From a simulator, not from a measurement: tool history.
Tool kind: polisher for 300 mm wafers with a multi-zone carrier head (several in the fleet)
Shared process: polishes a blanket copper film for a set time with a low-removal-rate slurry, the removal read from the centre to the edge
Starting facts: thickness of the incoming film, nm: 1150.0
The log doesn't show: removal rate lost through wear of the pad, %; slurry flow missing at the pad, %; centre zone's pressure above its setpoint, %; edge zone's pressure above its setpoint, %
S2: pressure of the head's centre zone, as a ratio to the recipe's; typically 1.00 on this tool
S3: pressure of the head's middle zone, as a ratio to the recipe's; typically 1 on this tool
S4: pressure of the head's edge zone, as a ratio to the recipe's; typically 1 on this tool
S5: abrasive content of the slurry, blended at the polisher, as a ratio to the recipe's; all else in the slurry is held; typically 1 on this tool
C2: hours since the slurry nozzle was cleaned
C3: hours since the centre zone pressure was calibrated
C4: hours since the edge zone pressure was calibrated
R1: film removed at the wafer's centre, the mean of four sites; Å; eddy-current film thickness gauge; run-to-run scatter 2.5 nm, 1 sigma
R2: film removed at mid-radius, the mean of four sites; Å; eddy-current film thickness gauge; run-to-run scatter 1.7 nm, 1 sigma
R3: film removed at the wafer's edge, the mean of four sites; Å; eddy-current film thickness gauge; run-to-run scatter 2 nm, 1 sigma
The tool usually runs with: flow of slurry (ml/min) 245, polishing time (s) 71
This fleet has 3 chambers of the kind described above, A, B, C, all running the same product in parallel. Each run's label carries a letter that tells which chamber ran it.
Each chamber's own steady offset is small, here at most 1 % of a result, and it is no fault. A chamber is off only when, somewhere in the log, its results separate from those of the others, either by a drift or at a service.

run 1A hour=3.9 | flow_of_slurry_(ml/min)=245 S2=1.00 S3=1 S4=1 S5=1 polishing_time_(s)=71 | wafers_polished_on_this_pad=330 C2=284.6 C3=104.2 C4=475.0 | R1=1707.6 R2=1708.7 R3=1704.8
run 2C hour=6.3 | flow_of_slurry_(ml/min)=245 S2=1.00 S3=1 S4=1 S5=1 polishing_time_(s)=71 | wafers_polished_on_this_pad=141 C2=297.2 C3=591.3 C4=290.1 | R1=1677.6 R2=1731.2 R3=1683.0
run 3B hour=10.1 | flow_of_slurry_(ml/min)=245 S2=1.00 S3=1 S4=1 S5=1 polishing_time_(s)=71 | wafers_polished_on_this_pad=252 C2=214.6 C3=312.8 C4=62.9 | R1=1703.1 R2=1700.0 R3=1700.8
run 4C hour=13.9 | flow_of_slurry_(ml/min)=245 S2=1.00 S3=1 S4=1 S5=1 polishing_time_(s)=71 | wafers_polished_on_this_pad=198 C2=304.8 C3=598.9 C4=297.7 | R1=1712.0 R2=1728.8 R3=1700.9
run 5B hour=18.6 | flow_of_slurry_(ml/min)=245 S2=1.00 S3=1 S4=1 S5=1 polishing_time_(s)=71 | wafers_polished_on_this_pad=316 C2=223.1 C3=321.3 C4=71.4 | R1=1701.6 R2=1722.1 R3=1700.5
run 6A hour=22.6 | flow_of_slurry_(ml/min)=245 S2=1.00 S3=1 S4=1 S5=1 polishing_time_(s)=71 | wafers_polished_on_this_pad=471 C2=303.3 C3=122.9 C4=493.7 | R1=1752.9 R2=1715.7 R3=1676.8
run 7B hour=27.1 | flow_of_slurry_(ml/min)=245 S2=1.00 S3=1 S4=1 S5=1 polishing_time_(s)=71 | wafers_polished_on_this_pad=380 C2=231.6 C3=329.8 C4=79.9 | R1=1681.9 R2=1740.4 R3=1692.5
run 8A hour=29.9 | flow_of_slurry_(ml/min)=245 S2=1.00 S3=1 S4=1 S5=1 polishing_time_(s)=71 | wafers_polished_on_this_pad=526 C2=310.6 C3=130.2 C4=501.0 | R1=1691.1 R2=1717.2 R3=1687.8
run 9C hour=32.8 | flow_of_slurry_(ml/min)=245 S2=1.00 S3=1 S4=1 S5=1 polishing_time_(s)=71 | wafers_polished_on_this_pad=340 C2=323.7 C3=617.8 C4=316.6 | R1=1701.3 R2=1710.3 R3=1719.8
run 10B hour=36.9 | flow_of_slurry_(ml/min)=245 S2=1.00 S3=1 S4=1 S5=1 polishing_time_(s)=71 | wafers_polished_on_this_pad=453 C2=241.4 C3=339.6 C4=89.7 | R1=1701.7 R2=1713.4 R3=1704.0
run 11C hour=40.7 | flow_of_slurry_(ml/min)=245 S2=1.00 S3=1 S4=1 S5=1 polishing_time_(s)=71 | wafers_polished_on_this_pad=399 C2=331.6 C3=625.7 C4=324.5 | R1=1685.0 R2=1686.2 R3=1716.2
run 12A hour=45.6 | flow_of_slurry_(ml/min)=245 S2=1.00 S3=1 S4=1 S5=1 polishing_time_(s)=71 | wafers_polished_on_this_pad=644 C2=326.3 C3=145.9 C4=516.7 | R1=1709.5 R2=1717.2 R3=1687.7
-- hour=46.7 chamber A: slurry nozzle cleaned
run 13A hour=49.6 | flow_of_slurry_(ml/min)=245 S2=1.00 S3=1 S4=1 S5=1 polishing_time_(s)=71 | wafers_polished_on_this_pad=674 C2=3.0 C3=149.9 C4=520.7 | R1=1716.4 R2=1684.8 R3=1662.9
run 14C hour=52.3 | flow_of_slurry_(ml/min)=245 S2=1.00 S3=1 S4=1 S5=1 polishing_time_(s)=71 | wafers_polished_on_this_pad=486 C2=343.2 C3=637.3 C4=336.1 | R1=1671.9 R2=1681.4 R3=1694.9
run 15B hour=57.0 | flow_of_slurry_(ml/min)=245 S2=1.00 S3=1 S4=1 S5=1 polishing_time_(s)=71 | wafers_polished_on_this_pad=604 C2=261.5 C3=359.7 C4=109.8 | R1=1680.5 R2=1684.1 R3=1716.4
run 16A hour=60.6 | flow_of_slurry_(ml/min)=245 S2=1.00 S3=1 S4=1 S5=1 polishing_time_(s)=71 | wafers_polished_on_this_pad=756 C2=14.0 C3=160.9 C4=531.7 | R1=1660.5 R2=1673.7 R3=1623.7
run 17B hour=65.6 | flow_of_slurry_(ml/min)=245 S2=1.00 S3=1 S4=1 S5=1 polishing_time_(s)=71 | wafers_polished_on_this_pad=669 C2=270.1 C3=368.3 C4=118.4 | R1=1684.9 R2=1723.9 R3=1717.3
-- hour=68.1 chamber C: worn pad replaced by a new one
run 18C hour=69.0 | flow_of_slurry_(ml/min)=245 S2=1.07 S3=1 S4=1 S5=1 polishing_time_(s)=95 | wafers_polished_on_this_pad=6 C2=359.9 C3=654.0 C4=352.8 | R1=2380.7 R2=2287.1 R3=2287.4
-- hour=70.1 chamber C: centre zone pressure recalibrated
run 19B hour=71.9 | flow_of_slurry_(ml/min)=245 S2=1.07 S3=1 S4=1 S5=1 polishing_time_(s)=95 | wafers_polished_on_this_pad=716 C2=276.4 C3=374.6 C4=124.7 | R1=2403.6 R2=2275.6 R3=2309.8
run 20C hour=76.8 | flow_of_slurry_(ml/min)=245 S2=1.07 S3=1 S4=1 S5=1 polishing_time_(s)=95 | wafers_polished_on_this_pad=65 C2=367.7 C3=6.7 C4=360.6 | R1=2415.2 R2=2249.4 R3=2249.2
run 21A hour=81.1 | flow_of_slurry_(ml/min)=245 S2=1.00 S3=1 S4=1 S5=1 polishing_time_(s)=71 | wafers_polished_on_this_pad=911 C2=34.5 C3=181.4 C4=552.2 | R1=1612.5 R2=1610.1 R3=1618.0
run 22B hour=84.3 | flow_of_slurry_(ml/min)=245 S2=1.00 S3=1 S4=1 S5=1 polishing_time_(s)=71 | wafers_polished_on_this_pad=809 C2=288.8 C3=387.0 C4=137.1 | R1=1698.3 R2=1711.6 R3=1669.1
run 23C hour=88.7 | flow_of_slurry_(ml/min)=245 S2=1.00 S3=1 S4=1 S5=1 polishing_time_(s)=71 | wafers_polished_on_this_pad=154 C2=379.6 C3=18.6 C4=372.5 | R1=1692.8 R2=1675.6 R3=1707.7
run 24A hour=92.6 | flow_of_slurry_(ml/min)=245 S2=1.00 S3=1 S4=1 S5=1 polishing_time_(s)=71 | wafers_polished_on_this_pad=997 C2=46.0 C3=192.9 C4=563.7 | R1=1577.2 R2=1584.8 R3=1570.6
run 25A hour=96.9 | flow_of_slurry_(ml/min)=245 S2=1.00 S3=1 S4=1 S5=1 polishing_time_(s)=71 | wafers_polished_on_this_pad=1029 C2=50.3 C3=197.2 C4=568.0 | R1=1578.4 R2=1578.4 R3=1541.3
run 26C hour=101.0 | flow_of_slurry_(ml/min)=175 S2=1.00 S3=1 S4=1 S5=1 polishing_time_(s)=71 | wafers_polished_on_this_pad=247 C2=391.9 C3=30.9 C4=384.8 | R1=1591.9 R2=1645.3 R3=1650.9
run 27B hour=104.3 | flow_of_slurry_(ml/min)=175 S2=1.00 S3=1 S4=1 S5=1 polishing_time_(s)=71 | wafers_polished_on_this_pad=960 C2=308.8 C3=407.0 C4=157.1 | R1=1610.5 R2=1598.6 R3=1637.1

Has any chamber moved away from the others, gradually or after a service, or does the common gauge drift, or do the chambers differ only by their own small steady offsets? State the chamber and the most likely cause if one applies.

One chamber, A, drifts off from the rest bit by bit.
Likeliest cause: removal rate lost through wear of the pad, % = 11.

Which of the 4 candidates below, each the usual settings with something changed and its results left as question marks, puts chamber A back in line with what the other chambers give on the usual settings?
In-line tolerance around the mean of the other chambers on the usual settings: R1 85.0 Å; R2 58.0 Å; R3 68.0 Å
run 28A-1 hour=107.9 | flow_of_slurry_(ml/min)=245 S2=1.01 S3=1 S4=0.99 S5=1.00 polishing_time_(s)=64 | R1=? R2=? R3=?
run 28A-2 hour=107.9 | flow_of_slurry_(ml/min)=245 S2=0.99 S3=1 S4=1.01 S5=1.00 polishing_time_(s)=78 | R1=? R2=? R3=?
run 28A-3 hour=107.9 | flow_of_slurry_(ml/min)=240 S2=1.01 S3=1 S4=0.98 S5=0.95 polishing_time_(s)=59 | R1=? R2=? R3=?
run 28A-4 hour=107.9 | flow_of_slurry_(ml/min)=250 S2=0.99 S3=1 S4=1.02 S5=1.05 polishing_time_(s)=85 | R1=? R2=? R3=?

Other chambers, usual settings, mean: R1 1686.5 Å; R2 1703.3 Å; R3 1693.3 Å
run=28A-1 R1=1390.0 R2=1389.4 R3=1358.4
run=28A-2 R1=1657.1 R2=1693.5 R3=1673.3
run=28A-3 R1=1264.0 R2=1263.9 R3=1229.8
run=28A-4 R1=1829.6 R2=1869.2 R3=1855.7
The answer is 28A-2, which returns the chamber to within the allowed miss of the others.
